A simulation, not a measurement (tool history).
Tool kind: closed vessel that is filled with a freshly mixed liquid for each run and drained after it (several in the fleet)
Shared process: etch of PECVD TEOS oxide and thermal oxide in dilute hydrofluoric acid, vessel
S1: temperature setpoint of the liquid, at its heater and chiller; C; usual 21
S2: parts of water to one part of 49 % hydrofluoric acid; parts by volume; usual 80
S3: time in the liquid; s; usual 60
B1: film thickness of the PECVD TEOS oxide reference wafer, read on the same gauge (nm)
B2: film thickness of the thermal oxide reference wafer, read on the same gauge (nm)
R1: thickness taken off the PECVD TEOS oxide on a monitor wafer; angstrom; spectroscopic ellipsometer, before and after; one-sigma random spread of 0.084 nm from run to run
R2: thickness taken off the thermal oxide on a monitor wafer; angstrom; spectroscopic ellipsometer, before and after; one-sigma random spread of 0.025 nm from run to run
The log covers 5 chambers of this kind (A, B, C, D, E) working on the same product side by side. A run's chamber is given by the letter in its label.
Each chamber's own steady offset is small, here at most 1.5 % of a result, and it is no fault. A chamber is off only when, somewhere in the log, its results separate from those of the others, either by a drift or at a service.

| run | hour | S1 | S2 | S3 | B1 | B2 | R1 | R2 |
|---|---|---|---|---|---|---|---|---|
| 1E | 5.8 | 21 | 80 | 60 | 30.001 | 110 | 119.18 | 31.443 |
| 2B | 11.8 | 21 | 80 | 60 | 29.985 | 110.01 | 116.69 | 32.173 |
| 3C | 16.8 | 21 | 80 | 60 | 30.002 | 110.02 | 119.7 | 31.597 |
| 4D | 21.9 | 21 | 80 | 60 | 30.002 | 110 | 119.65 | 31.62 |
| 5A | 28.6 | 21 | 80 | 60 | 30.013 | 110.01 | 117.83 | 32.133 |
| 6C | 32.7 | 21 | 80 | 60 | 30.025 | 109.99 | 119.5 | 32.108 |
| 7A | 37.8 | 21 | 80 | 60 | 30.003 | 109.99 | 118.88 | 31.985 |
| 8E | 43 | 21 | 80 | 60 | 29.996 | 110 | 119.64 | 31.624 |
| 9B | 47 | 21 | 80 | 50 | 30.021 | 109.99 | 98.536 | 26.604 |
| 10D | 51.1 | 21 | 80 | 50 | 29.985 | 110.01 | 98.936 | 26.409 |
| 11A | 55 | 21 | 80 | 50 | 29.989 | 110.01 | 99.07 | 26.705 |
| 12E | 59.2 | 21 | 80 | 50 | 29.987 | 110 | 99.833 | 26.119 |
| 13D | 64.6 | 21 | 80 | 50 | 30.007 | 109.99 | 98.389 | 26.37 |
| 14B | 71.3 | 21 | 80 | 60 | 30.004 | 110.02 | 116.61 | 31.968 |
| 15C | 76.8 | 21 | 80 | 60 | 30.012 | 109.98 | 119.1 | 31.456 |
| 16A | 81.6 | 19 | 60 | 60 | 30.003 | 109.99 | 147.54 | 40.562 |
| 17B | 84.9 | 19 | 60 | 60 | 30.003 | 110.02 | 147.26 | 40.375 |
| 18E | 88.6 | 19 | 60 | 60 | 29.998 | 110.01 | 150.02 | 39.462 |
| 19C | 94.4 | 19 | 60 | 60 | 29.978 | 110.01 | 150.18 | 39.494 |
| 20D | 97.6 | 19 | 60 | 60 | 29.987 | 110 | 150.61 | 40.27 |
| 21A | 104.4 | 21 | 80 | 60 | 30.004 | 110 | 118.49 | 32.023 |
| 22E | 107.5 | 21 | 80 | 60 | 30.006 | 110 | 119.6 | 31.147 |
| 23B | 112.1 | 21 | 80 | 60 | 29.99 | 110.01 | 116.54 | 31.507 |
| 24C | 116 | 21 | 80 | 60 | 30 | 110 | 118.46 | 31.793 |
| 25D | 122.8 | 21 | 80 | 60 | 30 | 110 | 120.31 | 32.311 |
| 26B | 128.4 | 17.5 | 45 | 60 | 30.01 | 110 | 189.67 | 51.347 |
| 27D | 134.4 | 17.5 | 45 | 60 | 30.003 | 110 | 193.27 | 51.223 |
| 28C | 137.9 | 17.5 | 45 | 60 | 30.003 | 110.02 | 188.21 | 49.611 |
| 29E | 144.6 | 17.5 | 45 | 60 | 30.006 | 110.02 | 192.07 | 50.978 |
| 30A | 147.8 | 17.5 | 45 | 60 | 29.995 | 109.98 | 189.59 | 50.692 |
| 31B | 151.4 | 21 | 80 | 60 | 30.011 | 110 | 117.55 | 32.103 |
| 32E | 157.5 | 21 | 80 | 60 | 29.995 | 109.99 | 119.55 | 31.312 |
| 33C | 164 | 21 | 80 | 60 | 30.017 | 110.01 | 118.38 | 31.865 |
| 34A | 167.4 | 24.5 | 80 | 80 | 30.023 | 109.98 | 184.39 | 49.449 |
| 35D | 172.1 | 24.5 | 80 | 80 | 29.998 | 110 | 183.23 | 48.772 |
| 36A | 175.4 | 24.5 | 80 | 80 | 30.002 | 110.01 | 182.5 | 49.562 |
| 37D | 179.5 | 24.5 | 80 | 80 | 29.981 | 109.99 | 183.26 | 49.108 |
| 38C | 183.2 | 24.5 | 80 | 80 | 29.988 | 110.01 | 182.82 | 48.187 |
| 39B | 187 | 21 | 80 | 60 | 30.019 | 110 | 118.98 | 32.001 |
| 40E | 190.8 | 21 | 80 | 60 | 30.004 | 110.02 | 120.83 | 31.594 |
| 41B | 197.4 | 21 | 80 | 60 | 29.999 | 110 | 118.53 | 31.7 |
| 42C | 203.8 | 21 | 80 | 60 | 29.999 | 110.01 | 119.12 | 32.062 |

Which is it: a chamber that has drifted or been left off by a service, a gauge drift common to all chambers, or only each chamber's usual small offset? If a chamber is off, name it and its likeliest cause.

All chambers stay in line apart from their small fixed offsets, and the gauge does not drift.
